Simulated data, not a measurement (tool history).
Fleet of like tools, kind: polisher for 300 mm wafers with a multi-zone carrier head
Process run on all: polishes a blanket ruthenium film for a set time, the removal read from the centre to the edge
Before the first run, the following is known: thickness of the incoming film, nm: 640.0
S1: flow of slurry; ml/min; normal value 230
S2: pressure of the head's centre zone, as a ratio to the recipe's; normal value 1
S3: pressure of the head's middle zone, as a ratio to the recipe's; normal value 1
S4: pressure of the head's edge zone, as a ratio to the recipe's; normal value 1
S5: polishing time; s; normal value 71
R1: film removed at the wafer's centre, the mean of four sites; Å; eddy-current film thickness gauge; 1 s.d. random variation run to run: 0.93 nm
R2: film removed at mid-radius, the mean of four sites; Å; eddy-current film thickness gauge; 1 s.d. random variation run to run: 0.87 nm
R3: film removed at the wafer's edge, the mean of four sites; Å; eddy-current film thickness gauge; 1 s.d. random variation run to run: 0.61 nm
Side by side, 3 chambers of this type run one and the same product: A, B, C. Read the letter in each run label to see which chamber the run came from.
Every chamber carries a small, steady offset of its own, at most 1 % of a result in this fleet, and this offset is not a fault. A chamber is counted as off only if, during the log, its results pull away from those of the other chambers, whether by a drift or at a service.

Run 1B, day 0.367: usual settings. Result: R1 698.52 Å, R2 703.06 Å, R3 693.85 Å.
At day 0.567: chamber B: worn pad replaced by a new one.
Run 2A, day 0.638: usual settings. Result: R1 681.25 Å, R2 681.17 Å, R3 688.64 Å.
At day 0.708: chamber C: worn pad replaced by a new one.
Run 3C, day 1.142: usual settings. Result: R1 697.69 Å, R2 712.7 Å, R3 681.63 Å.
Run 4C, day 1.625: usual settings. Result: R1 704.65 Å, R2 691.36 Å, R3 677.42 Å.
Run 5A, day 1.996: usual settings. Result: R1 707.36 Å, R2 675.75 Å, R3 691.98 Å.
Run 6B, day 2.45: usual settings. Result: R1 687.3 Å, R2 682.45 Å, R3 687.92 Å.
At day 2.483: chamber C: slurry nozzle cleaned.
At day 2.804: chamber A: worn pad replaced by a new one.
Run 7C, day 2.842: usual settings. Result: R1 678.97 Å, R2 691.89 Å, R3 696.2 Å.
Run 8A, day 3.154: usual settings. Result: R1 688.98 Å, R2 689.51 Å, R3 702.92 Å.
At day 3.412: chamber C: worn pad replaced by a new one.
Run 9B, day 3.55: usual settings. Result: R1 709.19 Å, R2 690.61 Å, R3 688.19 Å.
At day 3.917: chamber C: edge zone pressure recalibrated.
Run 10B, day 3.958: usual settings. Result: R1 704.59 Å, R2 676.99 Å, R3 696.04 Å.
Run 11C, day 4.329: usual settings. Result: R1 675.93 Å, R2 710.47 Å, R3 697.35 Å.
Run 12A, day 4.833: usual settings. Result: R1 675.99 Å, R2 690.04 Å, R3 695.1 Å.
At day 5.129: chamber B: worn pad replaced by a new one.
Run 13C, day 5.258: usual settings. Result: R1 681.78 Å, R2 677.9 Å, R3 705.17 Å.
Run 14A, day 5.538: usual settings. Result: R1 689.28 Å, R2 706.01 Å, R3 696.77 Å.
Run 15B, day 5.95: usual settings. Result: R1 702.42 Å, R2 693.12 Å, R3 695.23 Å.
At day 6.292: chamber C: worn pad replaced by a new one.
Run 16B, day 6.35: usual settings. Result: R1 702.61 Å, R2 687.01 Å, R3 682.7 Å.
Run 17C, day 6.717: usual settings. Result: R1 651.39 Å, R2 689.76 Å, R3 689.45 Å.
At day 6.733: chamber A: worn pad replaced by a new one.
Run 18A, day 7.046: usual settings. Result: R1 681.22 Å, R2 711.26 Å, R3 713.37 Å.
Run 19A, day 7.562: usual settings but S1 180 ml/min, S5 79 s. Result: R1 724.8 Å, R2 751.78 Å, R3 744.85 Å.
Run 20B, day 7.871: usual settings but S1 180 ml/min, S5 79 s. Result: R1 747.8 Å, R2 733.91 Å, R3 750.6 Å.
Run 21C, day 8.35: usual settings but S1 180 ml/min, S5 79 s. Result: R1 695.22 Å, R2 747.78 Å, R3 745.42 Å.
At day 8.754: chamber B: worn pad replaced by a new one.
Run 22B, day 8.817: usual settings. Result: R1 711.85 Å, R2 689.53 Å, R3 687.18 Å.
At day 9.008: chamber C: worn pad replaced by a new one.
Run 23C, day 9.342: usual settings but S2 0.96, S5 54 s. Result: R1 466.26 Å, R2 524.53 Å, R3 525.78 Å.

Decide between three cases: one chamber stands off from its peers, the gauge reading all wafers drifts, or nothing is wrong past each chamber's small offset. Where a chamber is off, say which and what most likely put it there.

Little by little, chamber C moves away from the other chambers.
What lies behind it: centre zone's pressure below its setpoint, % = 6.81.

Below are 4 candidate recipes for chamber C's next run, each the usual settings with a change, their results shown as question marks. Which of them brings C's results back in line with what the other chambers give on the usual settings?
To be in line, a result may differ from the other chambers' mean on the usual settings by at most: R1 32 Å; R2 30 Å; R3 21 Å
Run 24C-1, day 9.721: usual settings but S1 225 ml/min, S2 0.88, S3 1.04, S4 1.03, S5 70 s. Result: R1 ?, R2 ?, R3 ?.
Run 24C-2, day 9.721: usual settings but S1 235 ml/min, S2 1.12, S3 0.96, S4 0.97, S5 72 s. Result: R1 ?, R2 ?, R3 ?.
Run 24C-3, day 9.721: usual settings but S1 225 ml/min, S2 0.94, S3 1.02, S4 1.01, S5 70 s. Result: R1 ?, R2 ?, R3 ?.
Run 24C-4, day 9.721: usual settings but S1 235 ml/min, S2 1.06, S3 0.98, S4 0.99, S5 72 s. Result: R1 ?, R2 ?, R3 ?.

The mean the other chambers reach with the usual settings: R1 693.01 Å; R2 692.08 Å; R3 695.52 Å
  run      R1      R2      R3
24C-1  550.52  716.38  694.16
24C-2  745.29  688.18  695.76
24C-3  592.96  703.64  687.29
24C-4  701.41  701.33  702.89
Change 24C-4 lands the chamber within the allowed miss of the other chambers.

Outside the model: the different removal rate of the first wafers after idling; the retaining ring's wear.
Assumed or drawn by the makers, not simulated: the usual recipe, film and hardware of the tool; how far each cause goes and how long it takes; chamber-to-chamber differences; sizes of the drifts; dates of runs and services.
